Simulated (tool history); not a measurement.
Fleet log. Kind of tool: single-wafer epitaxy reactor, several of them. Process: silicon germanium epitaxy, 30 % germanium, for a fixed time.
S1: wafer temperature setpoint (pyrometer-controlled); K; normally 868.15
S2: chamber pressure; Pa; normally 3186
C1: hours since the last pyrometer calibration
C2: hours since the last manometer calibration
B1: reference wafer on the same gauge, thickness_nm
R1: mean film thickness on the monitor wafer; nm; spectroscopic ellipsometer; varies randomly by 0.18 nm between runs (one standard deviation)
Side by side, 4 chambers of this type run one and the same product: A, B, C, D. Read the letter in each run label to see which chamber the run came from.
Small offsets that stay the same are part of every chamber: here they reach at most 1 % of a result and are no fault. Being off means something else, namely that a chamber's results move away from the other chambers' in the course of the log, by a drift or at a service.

| run | day | S1 | S2 | C1 | C2 | B1 | R1 |
|---|---|---|---|---|---|---|---|
| 1C | 0.188 | 868.15 | 3186 | 1035.2 | 253.4 | 49.844 | 57.892 |
| 2D | 0.492 | 868.15 | 3186 | 414.1 | 1284.5 | 49.796 | 58.064 |
| 3A | 0.775 | 868.15 | 3186 | 1424.5 | 164.9 | 49.8 | 58.186 |
| 4B | 1.033 | 868.15 | 3186 | 84.8 | 52.7 | 49.849 | 57.446 |
| 5D | 1.325 | 868.15 | 3186 | 434.1 | 1304.5 | 49.784 | 57.647 |
| 6B | 1.679 | 868.15 | 3186 | 100.3 | 68.2 | 49.752 | 57.526 |
| 7C | 1.95 | 868.15 | 3186 | 1077.5 | 295.7 | 49.735 | 57.752 |
| 8A | 2.142 | 868.15 | 3186 | 1457.3 | 197.7 | 49.781 | 58.047 |
| 9D | 2.433 | 868.15 | 3186 | 460.7 | 1331.1 | 49.808 | 58.114 |
| 10C | 2.683 | 868.15 | 3186 | 1095.1 | 313.3 | 49.834 | 57.678 |
| 11A | 2.933 | 868.15 | 3186 | 1476.3 | 216.7 | 49.802 | 58.095 |
| 12B | 3.233 | 868.15 | 3800 | 137.6 | 105.5 | 49.839 | 61.494 |
| 13C | 3.492 | 868.15 | 3800 | 1114.5 | 332.7 | 49.824 | 61.24 |
| 14B | 3.775 | 868.15 | 3800 | 150.6 | 118.5 | 49.829 | 61.495 |
| 15A | 3.983 | 868.15 | 3800 | 1501.5 | 241.9 | 49.8 | 62.356 |
| 16D | 4.225 | 868.15 | 3186 | 503.7 | 1374.1 | 49.835 | 57.924 |
| 17A | 4.429 | 878.15 | 2560 | 1512.2 | 252.6 | 49.8 | 64.134 |
| 18C | 4.75 | 878.15 | 2560 | 1144.7 | 362.9 | 49.817 | 62.557 |
| 19D | 5.05 | 878.15 | 2560 | 523.5 | 1393.9 | 49.79 | 63.878 |
| 20B | 5.296 | 878.15 | 2560 | 187.1 | 155 | 49.816 | 63.083 |
| 21D | 5.529 | 868.15 | 3186 | 535 | 1405.4 | 49.802 | 58.163 |
| 22A | 5.742 | 868.15 | 3186 | 1543.7 | 284.1 | 49.781 | 58.006 |
| 23B | 5.921 | 880.15 | 3720 | 202.1 | 170 | 49.805 | 76.44 |
|  | 6.008 | chamber C: pyrometer calibrated |
| 24C | 6.288 | 880.15 | 3720 | 6.7 | 399.8 | 49.767 | 74.912 |
| 25A | 6.517 | 880.15 | 3720 | 1562.3 | 302.7 | 49.817 | 76.803 |
| 26C | 6.808 | 880.15 | 3720 | 19.2 | 412.3 | 49.825 | 74.958 |
| 27B | 7.05 | 868.15 | 3186 | 229.2 | 197.1 | 49.745 | 57.097 |
| 28D | 7.4 | 868.15 | 3186 | 579.9 | 1450.3 | 49.839 | 57.968 |
| 29C | 7.733 | 868.15 | 3186 | 41.4 | 434.5 | 49.758 | 56.21 |
| 30B | 8.108 | 868.15 | 3186 | 254.6 | 222.5 | 49.805 | 57.058 |
| 31D | 8.396 | 868.15 | 3186 | 603.8 | 1474.2 | 49.82 | 58.15 |

All chambers now run identical settings, listed one chamber a line with results as question marks. What results will each chamber show?
| 32A | 8.662 | 878.15 | 3186 |  |  |  | ? |
| 32B | 8.662 | 878.15 | 3186 |  |  |  | ? |
| 32C | 8.662 | 878.15 | 3186 |  |  |  | ? |
| 32D | 8.662 | 878.15 | 3186 |  |  |  | ? |

| run | R1 |
|---|---|
| 32A | 69.36 |
| 32B | 69.079 |
| 32C | 67.668 |
| 32D | 69.305 |
